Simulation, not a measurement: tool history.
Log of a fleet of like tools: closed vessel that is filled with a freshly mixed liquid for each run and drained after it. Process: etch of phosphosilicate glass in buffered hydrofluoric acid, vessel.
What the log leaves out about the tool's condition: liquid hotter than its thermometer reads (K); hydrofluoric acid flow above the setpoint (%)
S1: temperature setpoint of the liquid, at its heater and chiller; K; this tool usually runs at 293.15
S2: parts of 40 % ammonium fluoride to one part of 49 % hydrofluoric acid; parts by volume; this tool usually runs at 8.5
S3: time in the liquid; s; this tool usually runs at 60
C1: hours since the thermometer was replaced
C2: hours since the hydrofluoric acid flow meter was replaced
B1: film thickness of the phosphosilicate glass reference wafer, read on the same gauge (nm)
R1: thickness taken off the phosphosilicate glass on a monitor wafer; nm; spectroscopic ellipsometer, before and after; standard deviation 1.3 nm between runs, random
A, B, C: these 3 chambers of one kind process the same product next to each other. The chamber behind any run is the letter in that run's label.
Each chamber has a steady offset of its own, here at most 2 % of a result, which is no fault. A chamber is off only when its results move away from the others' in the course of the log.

| run | hour | S1 | S2 | S3 | C1 | C2 | B1 | R1 |
|---|---|---|---|---|---|---|---|---|
| 1A | 4.8 | 293.15 | 8.5 | 60 | 529.4 | 1451.3 | 50 | 193.68 |
| 2B | 7.5 | 293.15 | 8.5 | 60 | 1361.2 | 874.8 | 49.981 | 192.77 |
| 3C | 11.9 | 293.15 | 8.5 | 60 | 360 | 385.7 | 49.972 | 195.22 |
| 4A | 15.8 | 293.15 | 8.5 | 60 | 540.4 | 1462.3 | 50.017 | 194.43 |
| 5C | 18.9 | 293.15 | 8.5 | 60 | 367 | 392.7 | 50.024 | 195.66 |
|  | 21.4 | chamber B: thermometer replaced |
| 6B | 22.9 | 293.15 | 8.5 | 60 | 1.5 | 890.2 | 49.987 | 191.2 |
| 7B | 26.6 | 293.15 | 8.5 | 60 | 5.2 | 893.9 | 49.988 | 192.63 |
| 8A | 31.7 | 290.65 | 8.5 | 35 | 556.3 | 1478.2 | 50 | 100.11 |
| 9C | 36.9 | 290.65 | 8.5 | 35 | 385 | 410.7 | 49.953 | 97.989 |
| 10C | 41.8 | 290.65 | 8.5 | 35 | 389.9 | 415.6 | 49.994 | 99.391 |
| 11A | 46.5 | 293.15 | 8.5 | 60 | 571.1 | 1493 | 50.035 | 195.55 |
| 12B | 49.3 | 293.15 | 8.5 | 60 | 27.9 | 916.6 | 49.999 | 195.58 |
| 13C | 53.2 | 293.15 | 8.5 | 60 | 401.3 | 427 | 49.966 | 195.2 |
| 14A | 57.1 | 293.15 | 8.5 | 60 | 581.7 | 1503.6 | 50.034 | 198.25 |
| 15B | 60.2 | 293.15 | 8.5 | 60 | 38.8 | 927.5 | 50.026 | 192.02 |
|  | 62.3 | chamber A: hydrofluoric acid flow meter replaced |
| 16A | 64.7 | 293.15 | 8.5 | 60 | 589.3 | 2.5 | 50.025 | 198.71 |
| 17B | 67.7 | 293.15 | 8.5 | 80 | 46.3 | 935 | 49.99 | 262.19 |
| 18C | 71.2 | 293.15 | 8.5 | 80 | 419.3 | 445 | 50.031 | 258.11 |
| 19B | 75.1 | 293.15 | 8.5 | 80 | 53.7 | 942.4 | 49.982 | 257.24 |
| 20C | 79.5 | 293.15 | 8.5 | 60 | 427.6 | 453.3 | 49.994 | 194.88 |

Predict what each chamber gives when all 3 of them run the settings below next.
| 21A | 83.5 | 293.15 | 8.5 | 50 |  |  |  | ? |
| 21B | 83.5 | 293.15 | 8.5 | 50 |  |  |  | ? |
| 21C | 83.5 | 293.15 | 8.5 | 50 |  |  |  | ? |

| run | R1 |
|---|---|
| 21A | 163.54 |
| 21B | 159.52 |
| 21C | 162.48 |
